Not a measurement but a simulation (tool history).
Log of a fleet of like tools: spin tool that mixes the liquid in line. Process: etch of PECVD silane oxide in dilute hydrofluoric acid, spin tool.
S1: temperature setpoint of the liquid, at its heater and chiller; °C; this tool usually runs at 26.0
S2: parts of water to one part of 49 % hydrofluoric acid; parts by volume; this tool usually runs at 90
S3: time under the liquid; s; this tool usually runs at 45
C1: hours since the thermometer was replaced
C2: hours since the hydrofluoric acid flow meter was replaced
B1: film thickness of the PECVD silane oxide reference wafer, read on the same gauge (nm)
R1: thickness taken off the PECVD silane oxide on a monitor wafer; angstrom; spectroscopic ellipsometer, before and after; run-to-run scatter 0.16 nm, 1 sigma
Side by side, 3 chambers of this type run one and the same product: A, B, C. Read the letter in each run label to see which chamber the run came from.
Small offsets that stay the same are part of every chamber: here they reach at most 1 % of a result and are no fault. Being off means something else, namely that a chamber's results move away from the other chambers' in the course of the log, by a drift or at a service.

run,hour,S1,S2,S3,C1,C2,B1,R1
# hour 4.4: chamber B: hydrofluoric acid flow meter replaced
1C,10.4,26.0,90,45,1116.2,540.5,129.99,157.570
2A,23.6,26.0,90,45,268.2,194.8,130.01,157.180
3B,36.0,26.0,90,45,782.1,31.6,130.01,156.100
4C,44.4,26.0,90,45,1150.2,574.5,130.00,157.290
5B,60.0,26.0,90,45,806.1,55.6,129.98,156.410
6A,73.7,26.0,90,45,318.3,244.9,130.00,160.180
7A,84.2,22.5,90,45,328.8,255.4,130.02,134.750
8B,99.1,22.5,90,45,845.2,94.7,130.02,137.860
# hour 109.0: chamber C: hydrofluoric acid flow meter replaced
9C,114.4,22.5,90,45,1220.2,5.4,130.01,137.740
10A,125.9,26.0,90,45,370.5,297.1,130.01,157.930
11B,132.8,26.0,90,45,878.9,128.4,129.99,153.850
12C,143.2,26.0,90,45,1249.0,34.2,129.98,156.240
13A,158.5,26.0,90,45,403.1,329.7,130.02,158.540
14C,169.2,26.0,90,45,1275.0,60.2,130.02,157.400
15B,177.3,24.0,90,25,923.4,172.9,130.03,80.980
16B,188.7,24.0,90,25,934.8,184.3,130.03,82.356
17C,196.3,24.0,90,25,1302.1,87.3,130.01,80.779
18A,205.2,26.0,90,45,449.8,376.4,129.98,158.710
19A,220.3,26.0,90,45,464.9,391.5,130.01,158.120
20B,234.1,26.0,90,45,980.2,229.7,129.98,156.600
21C,242.4,26.0,90,45,1348.2,133.4,129.99,156.950
22A,257.6,26.0,90,45,502.2,428.8,130.01,156.930
# hour 264.3: chamber A: hydrofluoric acid flow meter replaced
23B,264.7,26.0,90,45,1010.8,260.3,129.99,156.840
24C,272.1,26.0,90,60,1377.9,163.1,130.00,207.770
25C,283.1,26.0,90,60,1388.9,174.1,130.00,208.180
26B,298.1,26.0,90,60,1044.2,293.7,130.01,209.330
27A,310.5,26.0,90,45,555.1,46.3,130.03,159.370
28C,317.8,26.0,90,45,1423.6,208.8,129.99,155.790
29A,327.1,26.0,90,45,571.7,62.9,129.99,159.100
30B,336.1,26.0,90,45,1082.2,331.7,130.01,157.230
31B,351.7,26.0,90,45,1097.8,347.3,129.99,157.340
32A,366.8,29.5,90,65,611.4,102.6,130.01,266.060

Predict what each chamber gives when all 3 of them run the settings below next.
33A,378.1,26.0,90,45,,,,?
33B,378.1,26.0,90,45,,,,?
33C,378.1,26.0,90,45,,,,?

run,R1
33A,156.550
33B,158.810
33C,159.000

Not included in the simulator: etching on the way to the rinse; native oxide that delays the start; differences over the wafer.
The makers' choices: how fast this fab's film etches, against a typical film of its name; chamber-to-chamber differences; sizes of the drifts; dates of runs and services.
